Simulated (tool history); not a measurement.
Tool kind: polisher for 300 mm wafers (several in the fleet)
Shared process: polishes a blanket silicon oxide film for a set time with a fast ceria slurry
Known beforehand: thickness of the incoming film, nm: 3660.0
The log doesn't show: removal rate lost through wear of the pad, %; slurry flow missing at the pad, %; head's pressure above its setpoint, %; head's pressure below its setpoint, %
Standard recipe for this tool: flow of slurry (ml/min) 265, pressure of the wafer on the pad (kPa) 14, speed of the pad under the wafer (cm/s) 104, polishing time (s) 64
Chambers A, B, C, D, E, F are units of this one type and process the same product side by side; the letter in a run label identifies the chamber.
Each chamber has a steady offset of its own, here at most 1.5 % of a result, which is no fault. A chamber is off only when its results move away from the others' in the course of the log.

run,day,flow of slurry (ml/min),pressure of the wafer on the pad (kPa),speed of the pad under the wafer (cm/s),polishing time (s),wafers polished on this pad,hours since the slurry nozzle was cleaned,hours since the head pressure was calibrated,film removed (Å)
# day 0.042: chamber B: worn pad replaced by a new one
1A,0.104,265,14,104,64,768,223.5,1159.4,6944.7
2C,0.258,265,14,104,64,746,151.7,880,6966.3
3D,0.354,265,14,104,64,173,726.3,58.1,6909.7
# day 0.429: chamber F: worn pad replaced by a new one
4B,0.446,265,14,104,64,106,510.6,1040.5,6958
5F,0.592,265,14,104,64,43,202.9,371.1,7109.1
6E,0.758,325,14,104,57,845,573.3,902.8,6382.1
7E,0.846,325,14,104,57,868,575.4,904.9,6272.1
8C,1.008,325,14,104,57,943,169.7,898,6283.7
9D,1.104,325,14,104,57,370,744.3,76.1,6260.6
10F,1.204,325,14,104,57,204,217.6,385.8,6296.2
11B,1.354,325,14,104,57,345,532.4,1062.3,6311.1
12A,1.475,265,14,104,64,1128,256.4,1192.3,7050.5
13C,1.592,325,14,104,73,1096,183.7,912,8178.2
14E,1.671,325,14,104,73,1085,595.2,924.7,8001.5
15A,1.75,325,14,104,73,1200,263,1198.9,8078
16D,1.858,325,14,104,73,567,762.4,94.2,8062
17B,1.954,325,14,104,73,502,546.8,1076.7,8180.1
# day 2.042: chamber E: head pressure recalibrated
# day 2.062: chamber D: worn pad replaced by a new one
# day 2.071: chamber C: worn pad replaced by a new one
18F,2.075,325,14,104,73,432,238.5,406.7,8075.4
# day 2.117: chamber F: slurry nozzle cleaned
19D,2.225,265,14,104,64,42,771.2,103,6964.8
20C,2.35,265,14,104,64,73,201.9,930.2,6882.5
# day 2.354: chamber A: worn pad replaced by a new one
21F,2.425,265,14,104,64,524,7.5,415.1,7025.7
22E,2.508,265,14,80,64,1305,615.3,11.2,5830.3
23B,2.617,265,14,80,64,676,562.7,1092.6,5304.3
24A,2.721,265,14,80,64,96,286.3,1222.2,5307.2
25F,2.817,265,14,80,64,627,16.9,424.5,5416.4
26C,2.917,265,14,80,64,222,215.5,943.8,5397.3
# day 3.058: chamber B: worn pad replaced by a new one
27E,3.075,265,14,80,64,1453,628.9,24.8,5761.2
28B,3.158,265,14,104,64,26,575.7,1105.6,7033.2
29A,3.233,340,14,84,64,231,298.6,1234.5,5740.2
30D,3.379,340,14,84,64,345,798.9,130.7,5730
31A,3.475,340,14,84,64,294,304.4,1240.3,5682.6
32B,3.558,340,14,84,64,131,585.3,1115.2,5790
33E,3.646,340,14,84,64,1603,642.6,38.5,6299
# day 3.704: chamber F: head pressure recalibrated
34D,3.8,340,14,84,64,456,809,140.8,5753.6
35F,3.879,265,14,104,64,906,42.4,4.2,7030.3
36C,3.962,265,14,104,64,496,240.6,968.9,6844.8
37D,4.129,265,14,104,64,542,816.9,148.7,7001.3

Has any chamber moved away from the others, gradually or after a service, or does the common gauge drift, or do the chambers differ only by their own small steady offsets? State the chamber and the most likely cause if one applies.

After it was serviced, chamber E no longer matches the other chambers.
What lies behind it: head's pressure above its setpoint, % = 9.47.

Which of the 4 candidates below, each the usual settings with something changed and its results left as question marks, puts chamber E back in line with what the other chambers give on the usual settings?
Counts as in line when no further than this from what the other chambers average on the usual settings: film removed (Å) 200
38E-1,4.254,265,13.8,100,64,,,,?
38E-2,4.254,265,13.8,106,65,,,,?
38E-3,4.254,265,13.1,104,62,,,,?
38E-4,4.254,265,14.5,108,64,,,,?

Usual-settings mean across the other chambers: film removed (Å) 6969.8
run,film removed (Å)
38E-1,7316.3
38E-2,7880.9
38E-3,7003
38E-4,8305.3
Change 38E-3 lands the chamber within the allowed miss of the other chambers.
